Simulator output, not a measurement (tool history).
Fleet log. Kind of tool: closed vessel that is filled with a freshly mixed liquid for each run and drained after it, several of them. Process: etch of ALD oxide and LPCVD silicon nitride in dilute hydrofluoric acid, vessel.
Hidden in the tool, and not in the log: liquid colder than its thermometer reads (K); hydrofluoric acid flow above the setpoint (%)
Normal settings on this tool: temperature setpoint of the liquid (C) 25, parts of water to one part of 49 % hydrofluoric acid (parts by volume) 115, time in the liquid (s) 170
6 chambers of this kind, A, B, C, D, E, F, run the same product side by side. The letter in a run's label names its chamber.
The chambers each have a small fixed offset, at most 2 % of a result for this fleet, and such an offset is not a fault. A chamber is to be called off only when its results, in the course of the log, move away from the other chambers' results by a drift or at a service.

| run | hour | temperature setpoint of the liquid (C) | parts of water to one part of 49 % hydrofluoric acid (parts by volume) | time in the liquid (s) | hours since the thermometer was replaced | hours since the hydrofluoric acid flow meter was replaced | read-back film thickness of the ALD oxide reference wafer, read on the same gauge (nm) | read-back film thickness of the LPCVD silicon nitride reference wafer, read on the same gauge (nm) | thickness taken off the ALD oxide on a monitor wafer (nm) | thickness taken off the LPCVD silicon nitride on a monitor wafer (nm) |
|---|---|---|---|---|---|---|---|---|---|---|
| 1C | 6.4 | 25 | 115 | 170 | 53.7 | 1793.2 | 59.992 | 69.965 | 29.113 | 0.8343 |
| 2A | 13 | 25 | 115 | 170 | 356.6 | 1499.9 | 60.006 | 69.972 | 28.839 | 0.85673 |
| 3E | 25.1 | 25 | 115 | 170 | 471.1 | 1353.1 | 59.997 | 69.998 | 29.495 | 0.85783 |
| 4F | 35.3 | 25 | 115 | 170 | 505.1 | 107.3 | 59.96 | 70.035 | 29.036 | 0.8503 |
| 5D | 45.6 | 25 | 115 | 170 | 284.3 | 98.3 | 60.021 | 70.007 | 29.094 | 0.88435 |
| 6B | 53.5 | 25 | 115 | 170 | 1091.9 | 1717.6 | 59.989 | 70.017 | 29.528 | 0.85037 |
| 7C | 62.1 | 25 | 115 | 170 | 109.4 | 1848.9 | 59.993 | 70.03 | 29.093 | 0.8419 |
| 8B | 70.2 | 25 | 115 | 170 | 1108.6 | 1734.3 | 59.974 | 70.052 | 29.406 | 0.82344 |
| 9F | 78.2 | 25 | 115 | 170 | 548 | 150.2 | 60.003 | 70.015 | 29.087 | 0.86884 |
| 10A | 83.8 | 25 | 115 | 170 | 427.4 | 1570.7 | 60.002 | 69.989 | 29.03 | 0.8168 |
| 11D | 89.6 | 25 | 115 | 170 | 328.3 | 142.3 | 59.996 | 69.97 | 29.01 | 0.82433 |
| 12E | 99.6 | 25 | 115 | 85 | 545.6 | 1427.6 | 59.999 | 70.004 | 14.658 | 0.40302 |
| 13F | 111.1 | 25 | 115 | 85 | 580.9 | 183.1 | 60.004 | 69.983 | 14.531 | 0.41763 |
| 14A | 119.5 | 25 | 115 | 85 | 463.1 | 1606.4 | 59.971 | 69.985 | 14.473 | 0.41853 |
| 15B | 130.2 | 25 | 115 | 85 | 1168.6 | 1794.3 | 60.002 | 70.017 | 14.596 | 0.40035 |
| 16D | 142.9 | 25 | 115 | 85 | 381.6 | 195.6 | 60.005 | 70.005 | 14.513 | 0.42221 |
|  | 144.9 | chamber C: hydrofluoric acid flow meter replaced |
| 17C | 150.3 | 25 | 115 | 85 | 197.6 | 5.5 | 60.005 | 70.016 | 14.594 | 0.42428 |
| 18E | 157.6 | 25 | 115 | 170 | 603.6 | 1485.6 | 60.016 | 70.017 | 28.968 | 0.84289 |
|  | 161.4 | chamber A: hydrofluoric acid flow meter replaced |
| 19A | 164.9 | 25 | 115 | 170 | 508.5 | 3.5 | 59.984 | 69.971 | 29.293 | 0.87617 |
| 20D | 172 | 25 | 115 | 170 | 410.7 | 224.7 | 60.001 | 70.017 | 29.328 | 0.87459 |
| 21B | 183.8 | 25 | 115 | 170 | 1222.2 | 1847.9 | 59.978 | 69.974 | 29.236 | 0.84036 |
| 22F | 195 | 25 | 115 | 170 | 664.8 | 267 | 59.993 | 70.013 | 29.156 | 0.82804 |
|  | 200.8 | chamber E: hydrofluoric acid flow meter replaced |
| 23C | 204.3 | 25 | 115 | 170 | 251.6 | 59.5 | 60 | 69.996 | 28.997 | 0.84187 |
| 24E | 215.3 | 27 | 115 | 170 | 661.3 | 14.6 | 59.98 | 70.002 | 31.374 | 0.94924 |
| 25E | 224 | 27 | 115 | 170 | 670 | 23.3 | 59.992 | 69.999 | 31.232 | 0.98061 |
| 26F | 231.1 | 27 | 115 | 170 | 700.9 | 303.1 | 59.997 | 70.03 | 31.531 | 1.0008 |
| 27D | 239.6 | 27 | 115 | 170 | 478.3 | 292.3 | 59.99 | 70.011 | 31.595 | 0.98529 |
| 28C | 245.5 | 27 | 115 | 170 | 292.8 | 100.7 | 59.99 | 69.999 | 31.609 | 1.0113 |
| 29B | 256.9 | 27 | 115 | 170 | 1295.3 | 1921 | 59.98 | 70.009 | 31.669 | 0.95292 |
| 30A | 268.8 | 23 | 115 | 170 | 612.4 | 107.4 | 59.991 | 70.036 | 27.029 | 0.72227 |
| 31F | 280.2 | 23 | 115 | 170 | 750 | 352.2 | 60.023 | 69.976 | 26.809 | 0.73656 |
| 32D | 291.9 | 23 | 115 | 170 | 530.6 | 344.6 | 59.957 | 70.016 | 27.243 | 0.76812 |
| 33E | 304.9 | 23 | 115 | 170 | 750.9 | 104.2 | 60.02 | 70.022 | 27.151 | 0.74874 |
| 34B | 311.1 | 23 | 115 | 170 | 1349.5 | 1975.2 | 60.021 | 70.003 | 26.843 | 0.69921 |
| 35A | 320.9 | 23 | 115 | 170 | 664.5 | 159.5 | 60.009 | 70.02 | 26.741 | 0.72799 |
| 36C | 332.5 | 25 | 115 | 170 | 379.8 | 187.7 | 60.02 | 70.016 | 29.064 | 0.83268 |
| 37A | 342.1 | 25 | 115 | 170 | 685.7 | 180.7 | 60.013 | 70.023 | 29.032 | 0.83106 |

Does one chamber stand apart from the rest, does the shared gauge drift, or is all well apart from small per-chamber offsets? Give the chamber and the most likely cause, where there is one.

No chamber is off and the gauge is stable; the differences are just each chamber's small, constant offset.
